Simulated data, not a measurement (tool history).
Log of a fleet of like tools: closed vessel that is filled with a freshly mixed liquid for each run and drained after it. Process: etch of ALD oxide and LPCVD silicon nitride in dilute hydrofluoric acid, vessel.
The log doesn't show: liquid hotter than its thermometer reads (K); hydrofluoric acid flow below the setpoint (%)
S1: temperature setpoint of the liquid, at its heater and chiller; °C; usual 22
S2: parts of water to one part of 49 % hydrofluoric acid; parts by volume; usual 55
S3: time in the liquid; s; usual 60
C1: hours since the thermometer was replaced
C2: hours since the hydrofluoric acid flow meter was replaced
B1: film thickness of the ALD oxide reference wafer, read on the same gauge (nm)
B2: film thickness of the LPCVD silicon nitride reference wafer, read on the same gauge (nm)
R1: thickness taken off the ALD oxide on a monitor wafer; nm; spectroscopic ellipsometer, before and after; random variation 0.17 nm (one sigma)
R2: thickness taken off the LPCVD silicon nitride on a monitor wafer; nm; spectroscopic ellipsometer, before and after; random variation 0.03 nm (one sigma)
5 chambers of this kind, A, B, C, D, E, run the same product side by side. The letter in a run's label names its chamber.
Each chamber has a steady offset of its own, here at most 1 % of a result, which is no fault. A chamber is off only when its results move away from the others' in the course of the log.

| run | hour | S1 | S2 | S3 | C1 | C2 | B1 | B2 | R1 | R2 |
|---|---|---|---|---|---|---|---|---|---|---|
| 1E | 3.2 | 22 | 55 | 60 | 397.8 | 20.9 | 70.001 | 79.974 | 20.062 | 0.44349 |
| 2B | 7.2 | 22 | 55 | 60 | 1144.4 | 205.3 | 70.01 | 80.001 | 20.168 | 0.48887 |
| 3A | 12.6 | 22 | 55 | 60 | 2024.2 | 771.7 | 70.003 | 80.065 | 20.241 | 0.38289 |
| 4C | 18.4 | 22 | 55 | 60 | 1136.5 | 1458.2 | 69.999 | 79.982 | 20.162 | 0.38779 |
| 5D | 22.2 | 22 | 55 | 60 | 425.7 | 1622.4 | 69.997 | 80.013 | 19.978 | 0.45815 |
| 6B | 27.1 | 22 | 55 | 60 | 1164.3 | 225.2 | 70.009 | 79.978 | 19.78 | 0.41778 |
| 7C | 33.2 | 22 | 55 | 60 | 1151.3 | 1473 | 70.011 | 80.003 | 20.279 | 0.42207 |
| 8A | 38.5 | 22 | 85 | 40 | 2050.1 | 797.6 | 70.003 | 79.989 | 8.3493 | 0.18528 |
| 9E | 42.4 | 22 | 85 | 40 | 437 | 60.1 | 70.017 | 80.015 | 8.3422 | 0.18885 |
| 10D | 47.1 | 22 | 85 | 40 | 450.6 | 1647.3 | 69.988 | 79.979 | 8.4229 | 0.18811 |
| 11D | 53.3 | 22 | 85 | 40 | 456.8 | 1653.5 | 70.003 | 79.961 | 8.4578 | 0.20846 |
| 12A | 57.5 | 22 | 85 | 40 | 2069.1 | 816.6 | 69.993 | 79.978 | 8.3258 | 0.21197 |
| 13E | 62.7 | 22 | 55 | 60 | 457.3 | 80.4 | 69.977 | 79.982 | 20.358 | 0.41584 |
| 14C | 68 | 22 | 55 | 60 | 1186.1 | 1507.8 | 69.998 | 79.985 | 19.846 | 0.39431 |
|  | 72.8 | chamber B: thermometer replaced |
| 15B | 74.1 | 22 | 55 | 60 | 1.4 | 272.2 | 69.996 | 80.001 | 19.937 | 0.36266 |
| 16D | 79.6 | 22 | 55 | 60 | 483.1 | 1679.8 | 69.975 | 79.996 | 20.293 | 0.43069 |
| 17E | 85 | 22 | 55 | 60 | 479.6 | 102.7 | 69.994 | 79.975 | 20.067 | 0.46692 |
| 18C | 89.9 | 22 | 55 | 60 | 1208 | 1529.7 | 70.006 | 80.022 | 19.749 | 0.37054 |
| 19A | 93.1 | 22 | 55 | 60 | 2104.7 | 852.2 | 70.012 | 79.982 | 20.336 | 0.41362 |
| 20B | 97.2 | 22 | 55 | 60 | 24.5 | 295.3 | 69.994 | 79.978 | 19.792 | 0.43961 |
| 21C | 100.6 | 22 | 55 | 60 | 1218.7 | 1540.4 | 70.005 | 79.973 | 20.171 | 0.46036 |
| 22B | 104.6 | 22 | 55 | 60 | 31.9 | 302.7 | 70.017 | 80.016 | 19.666 | 0.43696 |
| 23E | 109.5 | 22 | 55 | 60 | 504.1 | 127.2 | 70.007 | 79.978 | 20.316 | 0.43597 |
| 24D | 115.4 | 22 | 55 | 60 | 518.9 | 1715.6 | 69.999 | 80.025 | 19.956 | 0.40421 |
| 25A | 118.9 | 22 | 55 | 60 | 2130.5 | 878 | 70.035 | 79.99 | 20.101 | 0.45988 |
| 26E | 123.1 | 22 | 55 | 60 | 517.7 | 140.8 | 70.019 | 80.011 | 20.124 | 0.42137 |
| 27B | 127.1 | 22 | 55 | 60 | 54.4 | 325.2 | 69.993 | 80.014 | 19.93 | 0.43893 |
| 28A | 133.4 | 22 | 55 | 60 | 2145 | 892.5 | 69.98 | 79.972 | 20.348 | 0.38189 |
| 29C | 137.9 | 19.5 | 55 | 80 | 1256 | 1577.7 | 69.995 | 79.99 | 24.217 | 0.54053 |
| 30D | 143 | 19.5 | 55 | 80 | 546.5 | 1743.2 | 70.002 | 79.966 | 23.735 | 0.57458 |
| 31A | 145.9 | 19.5 | 55 | 80 | 2157.5 | 905 | 70.013 | 80.019 | 24.014 | 0.48323 |
| 32C | 151.7 | 19.5 | 55 | 80 | 1269.8 | 1591.5 | 69.999 | 80.01 | 24.234 | 0.56049 |
| 33E | 156.1 | 19.5 | 55 | 80 | 550.7 | 173.8 | 70.008 | 79.998 | 23.93 | 0.43242 |

What goes on in this fleet: one chamber off, a drifting gauge, or nothing beyond the chambers' own small offsets? Name the chamber and the cause, if any.

No chamber stands off beyond its own small offset, and the gauge holds steady.
